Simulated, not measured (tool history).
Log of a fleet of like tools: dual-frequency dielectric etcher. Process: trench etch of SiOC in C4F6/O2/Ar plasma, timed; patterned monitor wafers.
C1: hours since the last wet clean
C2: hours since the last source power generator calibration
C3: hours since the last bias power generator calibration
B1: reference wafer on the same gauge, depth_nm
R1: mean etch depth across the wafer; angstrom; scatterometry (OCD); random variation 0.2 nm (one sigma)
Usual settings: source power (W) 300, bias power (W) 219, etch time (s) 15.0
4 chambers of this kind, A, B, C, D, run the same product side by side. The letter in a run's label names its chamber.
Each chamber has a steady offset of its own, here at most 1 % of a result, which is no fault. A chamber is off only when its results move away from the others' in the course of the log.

{"run": "1D", "hour": 12.3, "source power (W)": 300, "bias power (W)": 219, "etch time (s)": 15.0, "C1": 297.2, "C2": 3726.1, "C3": 1918.0, "B1": 26.3, "R1": 295.38}
{"run": "2C", "hour": 18.6, "source power (W)": 300, "bias power (W)": 219, "etch time (s)": 15.0, "C1": 258.1, "C2": 2140.6, "C3": 1320.1, "B1": 26.293, "R1": 294.99}
{"run": "3B", "hour": 25.1, "source power (W)": 300, "bias power (W)": 219, "etch time (s)": 15.0, "C1": 85.3, "C2": 4616.7, "C3": 1585.5, "B1": 26.285, "R1": 296.98}
{"run": "4A", "hour": 37.4, "source power (W)": 300, "bias power (W)": 219, "etch time (s)": 15.0, "C1": 357.4, "C2": 1923.8, "C3": 1859.0, "B1": 26.275, "R1": 299.95}
{"run": "5C", "hour": 46.7, "source power (W)": 300, "bias power (W)": 219, "etch time (s)": 15.0, "C1": 286.2, "C2": 2168.7, "C3": 1348.2, "B1": 26.327, "R1": 294.34}
{"run": "6D", "hour": 57.5, "source power (W)": 280, "bias power (W)": 219, "etch time (s)": 15.0, "C1": 342.4, "C2": 3771.3, "C3": 1963.2, "B1": 26.33, "R1": 286.06}
{"run": "7B", "hour": 66.5, "source power (W)": 280, "bias power (W)": 219, "etch time (s)": 15.0, "C1": 126.7, "C2": 4658.1, "C3": 1626.9, "B1": 26.285, "R1": 287.91}
{"run": "8A", "hour": 75.6, "source power (W)": 280, "bias power (W)": 219, "etch time (s)": 15.0, "C1": 395.6, "C2": 1962.0, "C3": 1897.2, "B1": 26.28, "R1": 289.79}
{"run": "9A", "hour": 86.9, "source power (W)": 280, "bias power (W)": 219, "etch time (s)": 15.0, "C1": 406.9, "C2": 1973.3, "C3": 1908.5, "B1": 26.309, "R1": 290.81}
{"run": "10B", "hour": 97.1, "source power (W)": 300, "bias power (W)": 240, "etch time (s)": 15.0, "C1": 157.3, "C2": 4688.7, "C3": 1657.5, "B1": 26.248, "R1": 312.77}
{"hour": 97.5, "done": "chamber A: wet clean of the chamber"}
{"run": "11D", "hour": 110.9, "source power (W)": 300, "bias power (W)": 240, "etch time (s)": 15.0, "C1": 395.8, "C2": 3824.7, "C3": 2016.6, "B1": 26.318, "R1": 302.27}
{"run": "12C", "hour": 118.8, "source power (W)": 300, "bias power (W)": 240, "etch time (s)": 15.0, "C1": 358.3, "C2": 2240.8, "C3": 1420.3, "B1": 26.308, "R1": 306.51}
{"run": "13D", "hour": 131.0, "source power (W)": 300, "bias power (W)": 240, "etch time (s)": 15.0, "C1": 415.9, "C2": 3844.8, "C3": 2036.7, "B1": 26.311, "R1": 303.82}
{"run": "14B", "hour": 144.8, "source power (W)": 300, "bias power (W)": 219, "etch time (s)": 15.0, "C1": 205.0, "C2": 4736.4, "C3": 1705.2, "B1": 26.296, "R1": 295.59}
{"run": "15A", "hour": 154.9, "source power (W)": 300, "bias power (W)": 219, "etch time (s)": 15.0, "C1": 57.4, "C2": 2041.3, "C3": 1976.5, "B1": 26.286, "R1": 297.04}
{"run": "16C", "hour": 164.2, "source power (W)": 300, "bias power (W)": 219, "etch time (s)": 15.0, "C1": 403.7, "C2": 2286.2, "C3": 1465.7, "B1": 26.307, "R1": 295.49}
{"hour": 169.1, "done": "chamber D: wet clean of the chamber"}
{"run": "17A", "hour": 172.2, "source power (W)": 300, "bias power (W)": 219, "etch time (s)": 15.0, "C1": 74.7, "C2": 2058.6, "C3": 1993.8, "B1": 26.345, "R1": 297.09}
{"run": "18C", "hour": 185.5, "source power (W)": 300, "bias power (W)": 219, "etch time (s)": 15.0, "C1": 425.0, "C2": 2307.5, "C3": 1487.0, "B1": 26.273, "R1": 296.97}
{"run": "19B", "hour": 195.1, "source power (W)": 300, "bias power (W)": 219, "etch time (s)": 15.0, "C1": 255.3, "C2": 4786.7, "C3": 1755.5, "B1": 26.289, "R1": 297.21}
{"run": "20D", "hour": 206.3, "source power (W)": 300, "bias power (W)": 219, "etch time (s)": 15.0, "C1": 37.3, "C2": 3920.1, "C3": 2112.0, "B1": 26.293, "R1": 295.27}
{"run": "21C", "hour": 218.2, "source power (W)": 240, "bias power (W)": 219, "etch time (s)": 11.0, "C1": 457.7, "C2": 2340.2, "C3": 1519.7, "B1": 26.288, "R1": 200.19}
{"run": "22A", "hour": 229.6, "source power (W)": 240, "bias power (W)": 219, "etch time (s)": 11.0, "C1": 132.1, "C2": 2116.0, "C3": 2051.2, "B1": 26.299, "R1": 198.88}
{"run": "23D", "hour": 237.6, "source power (W)": 240, "bias power (W)": 219, "etch time (s)": 11.0, "C1": 68.6, "C2": 3951.4, "C3": 2143.3, "B1": 26.274, "R1": 194.93}
{"run": "24B", "hour": 249.8, "source power (W)": 240, "bias power (W)": 219, "etch time (s)": 11.0, "C1": 310.0, "C2": 4841.4, "C3": 1810.2, "B1": 26.282, "R1": 201.39}
{"hour": 257.4, "done": "chamber D: source power generator calibrated"}
{"run": "25A", "hour": 258.5, "source power (W)": 300, "bias power (W)": 219, "etch time (s)": 15.0, "C1": 161.0, "C2": 2144.9, "C3": 2080.1, "B1": 26.332, "R1": 299.25}
{"run": "26C", "hour": 269.8, "source power (W)": 340, "bias power (W)": 219, "etch time (s)": 16.5, "C1": 509.3, "C2": 2391.8, "C3": 1571.3, "B1": 26.306, "R1": 343.71}
{"run": "27B", "hour": 277.8, "source power (W)": 340, "bias power (W)": 219, "etch time (s)": 16.5, "C1": 338.0, "C2": 4869.4, "C3": 1838.2, "B1": 26.328, "R1": 343.94}
{"run": "28D", "hour": 287.1, "source power (W)": 340, "bias power (W)": 219, "etch time (s)": 16.5, "C1": 118.1, "C2": 29.7, "C3": 2192.8, "B1": 26.34, "R1": 339.26}
{"hour": 290.7, "done": "chamber C: wet clean of the chamber"}
{"run": "29C", "hour": 295.5, "source power (W)": 340, "bias power (W)": 219, "etch time (s)": 16.5, "C1": 4.9, "C2": 2417.5, "C3": 1597.0, "B1": 26.353, "R1": 338.62}
{"run": "30A", "hour": 307.7, "source power (W)": 300, "bias power (W)": 219, "etch time (s)": 15.0, "C1": 210.2, "C2": 2194.1, "C3": 2129.3, "B1": 26.287, "R1": 298.2}
{"run": "31B", "hour": 320.6, "source power (W)": 300, "bias power (W)": 219, "etch time (s)": 15.0, "C1": 380.8, "C2": 4912.2, "C3": 1881.0, "B1": 26.262, "R1": 299.73}
{"run": "32D", "hour": 327.4, "source power (W)": 300, "bias power (W)": 187, "etch time (s)": 11.5, "C1": 158.4, "C2": 70.0, "C3": 2233.1, "B1": 26.262, "R1": 213.39}
{"run": "33A", "hour": 338.8, "source power (W)": 300, "bias power (W)": 187, "etch time (s)": 11.5, "C1": 241.3, "C2": 2225.2, "C3": 2160.4, "B1": 26.279, "R1": 218.55}
{"run": "34B", "hour": 345.1, "source power (W)": 300, "bias power (W)": 187, "etch time (s)": 11.5, "C1": 405.3, "C2": 4936.7, "C3": 1905.5, "B1": 26.292, "R1": 218.41}
{"run": "35C", "hour": 352.2, "source power (W)": 300, "bias power (W)": 187, "etch time (s)": 11.5, "C1": 61.6, "C2": 2474.2, "C3": 1653.7, "B1": 26.363, "R1": 213.51}
{"run": "36D", "hour": 362.8, "source power (W)": 340, "bias power (W)": 267, "etch time (s)": 15.0, "C1": 193.8, "C2": 105.4, "C3": 2268.5, "B1": 26.325, "R1": 327.25}
{"run": "37B", "hour": 369.3, "source power (W)": 340, "bias power (W)": 267, "etch time (s)": 15.0, "C1": 429.5, "C2": 4960.9, "C3": 1929.7, "B1": 26.317, "R1": 339.77}
{"run": "38C", "hour": 383.1, "source power (W)": 340, "bias power (W)": 267, "etch time (s)": 15.0, "C1": 92.5, "C2": 2505.1, "C3": 1684.6, "B1": 26.282, "R1": 331.37}
{"run": "39A", "hour": 392.8, "source power (W)": 340, "bias power (W)": 267, "etch time (s)": 15.0, "C1": 295.3, "C2": 2279.2, "C3": 2214.4, "B1": 26.289, "R1": 334.68}

What goes on in this fleet: one chamber off, a drifting gauge, or nothing beyond the chambers' own small offsets? Name the chamber and the cause, if any.

No chamber stands off beyond its own small offset, and the gauge holds steady.
